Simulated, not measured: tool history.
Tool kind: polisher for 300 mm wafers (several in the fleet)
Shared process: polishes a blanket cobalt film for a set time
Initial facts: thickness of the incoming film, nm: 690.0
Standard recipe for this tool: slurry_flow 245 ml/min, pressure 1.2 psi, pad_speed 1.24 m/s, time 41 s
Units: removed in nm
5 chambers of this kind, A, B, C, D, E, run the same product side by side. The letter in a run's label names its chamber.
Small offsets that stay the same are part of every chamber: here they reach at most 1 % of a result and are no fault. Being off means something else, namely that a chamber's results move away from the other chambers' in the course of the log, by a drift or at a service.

run   hour  slurry_flow  pressure  pad_speed  time  wafers polished on this pad  hours since the slurry nozzle was cleaned  hours since the head pressure was calibrated  removed
 1E    5.3          245       1.2       1.24    41                          160                                      362.7                                         374.9   170.27
       8.9  -- chamber B: worn pad replaced by a new one
 2D   10.9          245       1.2       1.24    41                          719                                      692.5                                         324.3   170.54
      13.5  -- chamber C: worn pad replaced by a new one
 3A   14.6          245       1.2       1.24    41                          274                                      124.0                                         810.3   168.97
 4B   20.4          245       1.2       1.24    41                          206                                      112.0                                         270.5   173.77
 5C   27.1          245       1.2       1.24    41                          244                                      413.4                                         431.8   172.57
      30.7  -- chamber D: worn pad replaced by a new one
 6D   31.1          245       1.2       1.24    41                            7                                      712.7                                         344.5   170.62
 7C   36.8          245       1.2       1.24    41                          418                                      423.1                                         441.5   171.57
 8B   43.2          245       1.2       1.24    41                          614                                      134.8                                         293.3   170.27
      46.0  -- chamber A: worn pad replaced by a new one
 9E   48.4          245       1.2       1.24    41                          931                                      405.8                                         418.0   172.09
10A   54.1          245       1.2       1.24    41                          146                                      163.5                                         849.8   170.05
      54.8  -- chamber E: worn pad replaced by a new one
      58.2  -- chamber B: worn pad replaced by a new one
11C   60.6          245       1.2       1.24    41                          844                                      446.9                                         465.3   170.44
12B   64.4          245       1.2       1.24    41                          111                                      156.0                                         314.5   171.62
      68.8  -- chamber C: worn pad replaced by a new one
13E   70.0          245       1.2       1.24    41                          272                                      427.4                                         439.6   171.98
14A   75.5          245       1.2       1.24    41                          529                                      184.9                                         871.2   171.92
15D   81.1          245       1.2       1.24    35                          902                                      762.7                                         394.5   145.76
      85.1  -- chamber D: worn pad replaced by a new one
16E   85.1          245       1.2       1.24    35                          543                                      442.5                                         454.7   147.16
      88.1  -- chamber A: worn pad replaced by a new one
17A   89.6          245       1.2       1.24    35                           27                                      199.0                                         885.3   145.87
18B   93.3          245       1.2       1.24    35                          628                                      184.9                                         343.4   146.07
19C   96.4          245       1.2       1.24    35                          494                                      482.7                                         501.1   143.85
      99.7  -- chamber D: slurry nozzle cleaned
20D  102.3          245       1.2       1.24    41                          307                                        2.7                                         415.7   170.14
     105.0  -- chamber B: worn pad replaced by a new one
21B  108.7          245       1.2       1.24    41                           66                                      200.3                                         358.8   169.21
     110.2  -- chamber E: worn pad replaced by a new one
22D  112.6          245       1.2       1.24    41                          492                                       13.0                                         426.0   171.54
     116.8  -- chamber E: head pressure recalibrated
23E  119.3          245       1.2       1.24    41                          163                                      476.7                                           2.6   158.94
     121.6  -- chamber C: worn pad replaced by a new one
24C  123.6          245       1.2       1.24    41                           37                                      509.9                                         528.3   171.75
25A  129.5          245       1.2       1.24    41                          742                                      238.9                                         925.2   168.42
26B  134.0          245       1.2       1.24    41                          519                                      225.6                                         384.1   173.22
     134.9  -- chamber A: worn pad replaced by a new one
27D  138.2          245       1.2       1.24    41                          950                                       38.6                                         451.6   170.51
     143.5  -- chamber D: worn pad replaced by a new one
28A  144.5          245       1.2       1.24    41                          172                                      253.9                                         940.2   167.75
29C  150.1          245       1.2       1.24    41                          511                                      536.4                                         554.8   170.39
30E  153.1          245       1.2       1.24    41                          768                                      510.5                                          36.4   157.76
31E  159.9          245       1.2       1.24    41                          890                                      517.3                                          43.2   159.12
     160.2  -- chamber B: worn pad replaced by a new one
32A  166.7          245       1.2       1.24    41                          570                                      276.1                                         962.4   169.36
     168.3  -- chamber E: worn pad replaced by a new one
33C  170.6          245       1.2       1.24    41                          878                                      556.9                                         575.3   170.05
34D  176.2          245       1.2       1.24    41                          585                                       76.6                                         489.6   168.83
     180.0  -- chamber C: worn pad replaced by a new one
35B  180.3          245       1.2       1.24    41                          361                                      271.9                                         430.4   171.45
36C  186.5          245       1.2       1.24    41                          116                                      572.8                                         591.2   172.14
37E  193.0          180       1.2       1.24    50                          443                                      550.4                                          76.3   182.61

Each of the 5 chambers runs these same settings next. Fill in every chamber's results:
38A  197.9          295       1.2       1.24    41                                                                                                                              ?
38B  197.9          295       1.2       1.24    41                                                                                                                              ?
38C  197.9          295       1.2       1.24    41                                                                                                                              ?
38D  197.9          295       1.2       1.24    41                                                                                                                              ?
38E  197.9          295       1.2       1.24    41                                                                                                                              ?

run  removed
38A   168.24
38B   174.26
38C   173.48
38D   173.39
38E   159.16
